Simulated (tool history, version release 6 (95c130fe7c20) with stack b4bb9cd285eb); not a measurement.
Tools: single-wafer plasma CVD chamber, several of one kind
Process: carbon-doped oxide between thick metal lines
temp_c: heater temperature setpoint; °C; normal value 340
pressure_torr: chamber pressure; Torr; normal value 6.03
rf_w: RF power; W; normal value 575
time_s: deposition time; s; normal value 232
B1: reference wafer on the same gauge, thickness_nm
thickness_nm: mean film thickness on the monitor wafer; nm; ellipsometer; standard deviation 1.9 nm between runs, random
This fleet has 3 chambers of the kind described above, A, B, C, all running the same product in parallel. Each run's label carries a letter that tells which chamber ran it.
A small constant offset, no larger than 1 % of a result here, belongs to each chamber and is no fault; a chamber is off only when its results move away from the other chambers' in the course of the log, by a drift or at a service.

Run 1B, hour 5.8: usual settings; B1 1339.6. Result: thickness_nm 1338.9 nm.
At hour 7.9: chamber B: capacitance manometer re-zeroed and calibrated.
Run 2C, hour 11.2: usual settings; B1 1339.5. Result: thickness_nm 1342.4 nm.
Run 3A, hour 16.4: usual settings; B1 1339.8. Result: thickness_nm 1352.4 nm.
Run 4C, hour 24.9: usual settings; B1 1339.4. Result: thickness_nm 1339.3 nm.
Run 5A, hour 30.3: usual settings; B1 1338.9. Result: thickness_nm 1349.7 nm.
Run 6B, hour 35.6: usual settings; B1 1338.6. Result: thickness_nm 1335.6 nm.
Run 7A, hour 41.2: usual settings; B1 1338.7. Result: thickness_nm 1351 nm.
Run 8B, hour 50.8: usual settings; B1 1337.6. Result: thickness_nm 1335.7 nm.
Run 9C, hour 57.3: usual settings; B1 1338.4. Result: thickness_nm 1340.4 nm.
Run 10C, hour 63.3: usual settings; B1 1337.5. Result: thickness_nm 1339.3 nm.
Run 11A, hour 69.2: usual settings; B1 1337.4. Result: thickness_nm 1349.3 nm.
Run 12B, hour 80.1: usual settings; B1 1336.7. Result: thickness_nm 1334 nm.
Run 13C, hour 87.7: usual settings; B1 1336.8. Result: thickness_nm 1336.5 nm.
Run 14A, hour 94.8: usual settings but temp_c 353 °C, rf_w 480 W; B1 1336.8. Result: thickness_nm 1164.6 nm.
Run 15B, hour 100.5: usual settings but temp_c 353 °C, rf_w 480 W; B1 1336.1. Result: thickness_nm 1153.5 nm.
Run 16C, hour 109.9: usual settings but temp_c 353 °C, rf_w 480 W; B1 1336. Result: thickness_nm 1154.5 nm.
Run 17B, hour 120.6: usual settings; B1 1335.4. Result: thickness_nm 1333.6 nm.
Run 18A, hour 130.9: usual settings; B1 1335.5. Result: thickness_nm 1348.8 nm.
Run 19C, hour 141.6: usual settings; B1 1335.4. Result: thickness_nm 1336.3 nm.
Run 20B, hour 148.7: usual settings; B1 1334.3. Result: thickness_nm 1333 nm.
Run 21A, hour 158.2: usual settings; B1 1334.6. Result: thickness_nm 1345.2 nm.
Run 22A, hour 167: usual settings; B1 1334. Result: thickness_nm 1347.9 nm.
Run 23B, hour 174.4: usual settings but rf_w 505 W, time_s 206 s; B1 1333.5. Result: thickness_nm 1091 nm.
Run 24C, hour 180: usual settings but rf_w 505 W, time_s 206 s; B1 1333.3. Result: thickness_nm 1094.9 nm.
Run 25B, hour 186.5: usual settings but rf_w 505 W, time_s 206 s; B1 1333.5. Result: thickness_nm 1092.6 nm.
Run 26C, hour 195.8: usual settings but time_s 212 s; B1 1333.2. Result: thickness_nm 1220.1 nm.
Run 27A, hour 204.2: usual settings but time_s 212 s; B1 1333. Result: thickness_nm 1230.5 nm.
Run 28C, hour 212.7: usual settings but time_s 212 s; B1 1332. Result: thickness_nm 1217.1 nm.

What goes on in this fleet: one chamber off, a drifting gauge, or nothing beyond the chambers' own small offsets? Name the chamber and the cause, if any.

None of the chambers is off. What moves is the gauge, dragging all their readings along together.
Cause: gauge reads low (%) = 0.592.
